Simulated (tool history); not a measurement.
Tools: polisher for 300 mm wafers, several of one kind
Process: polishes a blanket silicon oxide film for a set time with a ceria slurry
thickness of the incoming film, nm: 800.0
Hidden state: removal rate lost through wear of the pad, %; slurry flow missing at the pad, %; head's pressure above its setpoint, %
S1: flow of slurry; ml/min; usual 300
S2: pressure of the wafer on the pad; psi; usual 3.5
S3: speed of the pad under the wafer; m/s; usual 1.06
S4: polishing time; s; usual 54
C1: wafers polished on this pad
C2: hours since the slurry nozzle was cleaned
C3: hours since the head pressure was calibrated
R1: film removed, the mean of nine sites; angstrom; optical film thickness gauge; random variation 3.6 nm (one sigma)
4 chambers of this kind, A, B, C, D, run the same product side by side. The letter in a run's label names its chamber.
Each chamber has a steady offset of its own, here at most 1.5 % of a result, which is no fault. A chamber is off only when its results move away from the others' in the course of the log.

run	hour	S1	S2	S3	S4	C1	C2	C3	R1
1B	7	300	3.5	1.06	54	911	180.3	816.2	2849.1
# hour 10.5: chamber B: worn pad replaced by a new one
2A	13.9	300	3.5	1.06	54	1113	124.1	51.3	2856.8
3D	21.1	300	3.5	1.06	54	516	148.7	143.6	2820.4
# hour 25: chamber A: worn pad replaced by a new one
4C	29.4	300	3.5	1.06	54	674	101.8	181.2	2793.2
5D	34.5	300	3.5	1.06	54	704	162.1	157	2792.5
# hour 39.9: chamber B: slurry nozzle cleaned
6B	43.3	300	3.5	1.06	54	461	3.5	852.5	2904.7
7A	49.6	300	3.5	1.06	54	345	159.8	87	2882.7
8C	54.7	300	2.5	1.06	54	1029	127.1	206.5	1996.9
# hour 57: chamber D: worn pad replaced by a new one
# hour 57.1: chamber C: worn pad replaced by a new one
9D	60.3	300	2.5	1.06	54	47	187.9	182.8	1986.9
10A	69.8	300	2.5	1.06	54	628	180	107.2	2025.7
# hour 71.1: chamber B: worn pad replaced by a new one
11B	78.3	300	2.5	1.06	54	101	38.5	887.5	2098.5
12C	88.9	300	2.4	0.84	54	446	161.3	240.7	1508.3
13A	98.2	300	2.4	0.84	54	1026	208.4	135.6	1504
14C	107	300	2.4	0.84	54	700	179.4	258.8	1513.5
15D	115	300	2.4	0.84	54	813	242.6	237.5	1498.9
# hour 116.5: chamber A: worn pad replaced by a new one
# hour 118.2: chamber C: worn pad replaced by a new one
16B	124.3	300	3.5	1.06	54	746	84.5	933.5	2812.9
# hour 128.8: chamber B: worn pad replaced by a new one
# hour 129.1: chamber D: worn pad replaced by a new one
17C	131	300	3.5	1.06	54	180	203.4	282.8	2737.9
18D	137.3	300	3.5	1.26	65	115	264.9	259.8	3964.5
# hour 139.9: chamber C: head pressure recalibrated
19B	142.5	300	3.5	1.26	65	192	102.7	951.7	4119
20A	148.3	300	3.5	1.26	65	445	258.5	185.7	4074.2
21C	153.6	300	3.5	1.26	65	496	226	13.7	4362.8
22A	159.9	300	3.5	1.06	54	608	270.1	197.3	2833.3
23D	164.8	300	3.5	1.06	54	501	292.4	287.3	2869.3
24B	173.5	300	3.5	1.06	54	627	133.7	982.7	2870.2
25D	180.9	300	3.5	1.06	54	726	308.5	303.4	2789.5
# hour 188.6: chamber B: worn pad replaced by a new one
26C	189.2	300	3.5	1.06	54	995	261.6	49.3	3007.1
# hour 192.4: chamber C: worn pad replaced by a new one
27B	195.3	300	3.5	1.06	54	94	155.5	1004.5	2873.5
28A	204.5	300	3.5	1.06	54	1233	314.7	241.9	2799.9
# hour 209: chamber D: worn pad replaced by a new one
29C	214.4	300	3.5	1.06	54	309	286.8	74.5	3123
# hour 216: chamber A: worn pad replaced by a new one
30B	222.1	300	3.5	1.06	54	470	182.3	1031.3	2847.6
31D	232	300	3.5	1.06	54	322	359.6	354.5	2787.7
32A	241.2	300	3.5	1.06	54	353	351.4	278.6	2791.1
# hour 243: chamber B: worn pad replaced by a new one
33A	250.3	300	3.5	1.06	54	480	360.5	287.7	2811.6
34B	259.8	300	3.5	1.06	54	235	220	1069	2840.9
# hour 262.9: chamber B: slurry nozzle cleaned
# hour 265.1: chamber A: slurry nozzle cleaned
35D	267.8	300	3.5	1.06	54	824	395.4	390.3	2820.3
# hour 271.9: chamber C: worn pad replaced by a new one
36C	273.3	300	3.5	1.06	54	19	345.7	133.4	3085.5
37D	278.4	300	3.5	1.06	54	972	406	400.9	2834.2
38C	284.7	300	3.5	1.06	38	179	357.1	144.8	2178.5
39B	293	300	3.5	1.06	38	701	30.2	1102.2	2036.9
# hour 294.5: chamber A: head pressure recalibrated
40A	302.1	300	3.5	1.06	38	1207	37.1	7.6	1999.7
41C	312.6	300	3.5	1.06	38	570	385	172.7	2172.3

All 4 chambers run these settings next. Forecast each chamber's results:
42A	320.3	300	2.4	1.06	54				?
42B	320.3	300	2.4	1.06	54				?
42C	320.3	300	2.4	1.06	54				?
42D	320.3	300	2.4	1.06	54				?

run	R1
42A	1930.8
42B	1997.2
42C	2118.1
42D	1916

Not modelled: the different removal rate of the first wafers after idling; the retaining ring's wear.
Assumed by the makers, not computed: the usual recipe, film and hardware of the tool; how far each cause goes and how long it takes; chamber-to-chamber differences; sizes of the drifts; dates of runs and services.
